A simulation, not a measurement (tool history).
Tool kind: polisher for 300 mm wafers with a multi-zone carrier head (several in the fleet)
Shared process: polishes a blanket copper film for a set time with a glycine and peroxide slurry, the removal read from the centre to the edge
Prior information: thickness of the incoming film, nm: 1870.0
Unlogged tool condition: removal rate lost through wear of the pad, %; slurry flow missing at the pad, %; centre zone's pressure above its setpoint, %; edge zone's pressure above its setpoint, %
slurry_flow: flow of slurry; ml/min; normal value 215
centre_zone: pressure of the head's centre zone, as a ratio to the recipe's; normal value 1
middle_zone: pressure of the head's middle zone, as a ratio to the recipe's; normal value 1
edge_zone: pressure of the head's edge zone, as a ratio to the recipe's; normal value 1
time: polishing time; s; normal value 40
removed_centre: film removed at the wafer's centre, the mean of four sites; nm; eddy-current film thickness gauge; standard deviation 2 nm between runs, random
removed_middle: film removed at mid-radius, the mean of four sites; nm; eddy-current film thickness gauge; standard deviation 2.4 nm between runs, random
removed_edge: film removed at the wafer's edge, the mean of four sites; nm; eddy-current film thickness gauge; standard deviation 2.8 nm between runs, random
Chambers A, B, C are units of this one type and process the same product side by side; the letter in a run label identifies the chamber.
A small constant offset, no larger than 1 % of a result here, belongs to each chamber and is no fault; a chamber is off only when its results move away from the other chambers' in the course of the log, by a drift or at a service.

run	hour	slurry_flow	centre_zone	middle_zone	edge_zone	time	wafers polished on this pad	hours since the slurry nozzle was cleaned	hours since the centre zone pressure was calibrated	hours since the edge zone pressure was calibrated	removed_centre	removed_middle	removed_edge
1A	5.8	215	1	1	1	40	430	143.1	147.7	669.1	208.06	204.12	209.32
2B	11.6	215	1	1	1	40	248	696	296.2	1038.2	201.53	202.03	202.38
3C	19.3	215	1	1	1	40	504	144.9	636.1	260.6	205.61	201.29	207.49
4B	26.3	215	1	1	1	40	394	710.7	310.9	1052.9	202.63	202.66	203.74
5A	32.9	215	1	1	1	40	698	170.2	174.8	696.2	208.63	201.82	200.21
6C	38.3	215	0.89	1	1	40	692	163.9	655.1	279.6	180.73	204.61	202.11
7A	43.3	215	0.89	1	1	40	801	180.6	185.2	706.6	182.32	205.47	208.57
8C	47.4	215	0.89	1	1	40	782	173	664.2	288.7	178.48	201.96	202.8
9B	54.2	215	1	1	1	40	669	738.6	338.8	1080.8	202.32	201.54	201.39
10C	62.4	170	1	1	1	40	930	188	679.2	303.7	195.1	196.76	197.05
11B	66.4	170	1	1	1	40	790	750.8	351	1093	192.54	195.26	191.87
# hour 67.4: chamber C: edge zone pressure recalibrated
# hour 71.9: chamber A: worn pad replaced by a new one
12A	73.6	170	1	1	1	40	17	210.9	215.5	736.9	200.48	194.65	198.81
13A	79.5	215	1	1	1	40	75	216.8	221.4	742.8	209.45	201.83	209.5
14C	85.7	215	1	1	1	40	1160	211.3	702.5	18.4	200.56	202.48	208.37
15B	91.9	215	1	1	1	40	1042	776.3	376.5	1118.5	198.59	194.16	200.16
16C	100.3	215	1	1.1	1	40	1305	225.9	717.1	33	201.37	221.08	201.54
17B	106.5	215	1	1.1	1	40	1186	790.9	391.1	1133.1	195.95	212.35	197.73
# hour 110: chamber C: worn pad replaced by a new one
18A	111.2	215	1	1.1	1	40	388	248.5	253.1	774.5	207.44	224.47	204.74
19C	118.7	215	1	1	1	40	86	244.3	735.5	51.4	201.4	202.53	204.47
20A	126.9	215	1	1	1	40	544	264.2	268.8	790.2	210.15	202.82	204.93
21B	133.8	215	1	1	1	40	1456	818.2	418.4	1160.4	191.69	193.21	197.01
22A	139.2	215	1	1	1	40	665	276.5	281.1	802.5	207.41	204.01	205.76
23B	142.9	215	1	1	1	40	1546	827.3	427.5	1169.5	192.58	194.24	193.41
24C	150	215	1	1	1	40	395	275.6	766.8	82.7	204.07	208.13	199.58
25B	155.4	215	1	1	1	40	1669	839.8	440	1182	191.94	190.11	199.48
26A	163.8	215	1	1	1	40	908	301.1	305.7	827.1	204.99	200.57	206.82
# hour 168.4: chamber A: worn pad replaced by a new one
27C	168.7	215	1	1	1	40	580	294.3	785.5	101.4	203.55	207.34	202.02
28A	173.2	215	0.94	1	1.09	40	47	310.5	315.1	836.5	193.42	202.39	217.72
29B	177	215	0.94	1	1.09	40	1883	861.4	461.6	1203.6	179	189.61	197.01
30C	181.6	215	0.94	1	1.09	40	708	307.2	798.4	114.3	189.32	204.95	217.98
31C	187.3	215	1	1	1	40	764	312.9	804.1	120	204.47	202.07	205.3
32A	191.2	215	1	1	1	40	225	328.5	333.1	854.5	203.71	200.55	206.81
33B	196.2	215	1	1	1	40	2073	880.6	480.8	1222.8	188.68	188.51	191.49
34B	201.4	215	1	1	1	40	2124	885.8	486	1228	189.49	193.01	187.34
35C	206.6	215	1	1	1	40	955	332.2	823.4	139.3	202.67	204.74	208.34
36A	211.1	185	0.91	1	1	40	422	348.4	353	874.4	182.71	196.88	199.9
37C	218.4	185	0.91	1	1	40	1071	344	835.2	151.1	176.78	200.7	201.64

Is one chamber out of step, is the gauge drifting, or do the chambers differ by no more than their own small offsets? For an off chamber, give its letter and the likeliest cause.

One chamber, B, drifts off from the rest bit by bit.
Cause: removal rate lost through wear of the pad, % = 8.11.
The log might look much the same if the cause were instead: slurry flow missing at the pad, %.

Below are 4 candidate recipes for chamber B's next run, each the usual settings with a change, their results shown as question marks. Which of them brings B's results back in line with what the other chambers give on the usual settings?
Maximum distance from the other chambers' mean on the usual settings for a result to count as in line: removed_centre 6.9 nm; removed_middle 8.5 nm; removed_edge 9.9 nm
38B-1	224.5	215	1	1	1	39					?	?	?
38B-2	224.5	215	1	1	1	41					?	?	?
38B-3	224.5	215	1	1	1	43					?	?	?
38B-4	224.5	215	1	1	1	37					?	?	?

The other chambers' mean on the usual settings: removed_centre 203.99 nm; removed_middle 203.74 nm; removed_edge 205.19 nm
run	removed_centre	removed_middle	removed_edge
38B-1	182.5	183.82	184.41
38B-2	191.85	193.24	193.87
38B-3	201.21	202.67	203.33
38B-4	173.14	174.39	174.96
The answer is 38B-3, which returns the chamber to within the allowed miss of the others.

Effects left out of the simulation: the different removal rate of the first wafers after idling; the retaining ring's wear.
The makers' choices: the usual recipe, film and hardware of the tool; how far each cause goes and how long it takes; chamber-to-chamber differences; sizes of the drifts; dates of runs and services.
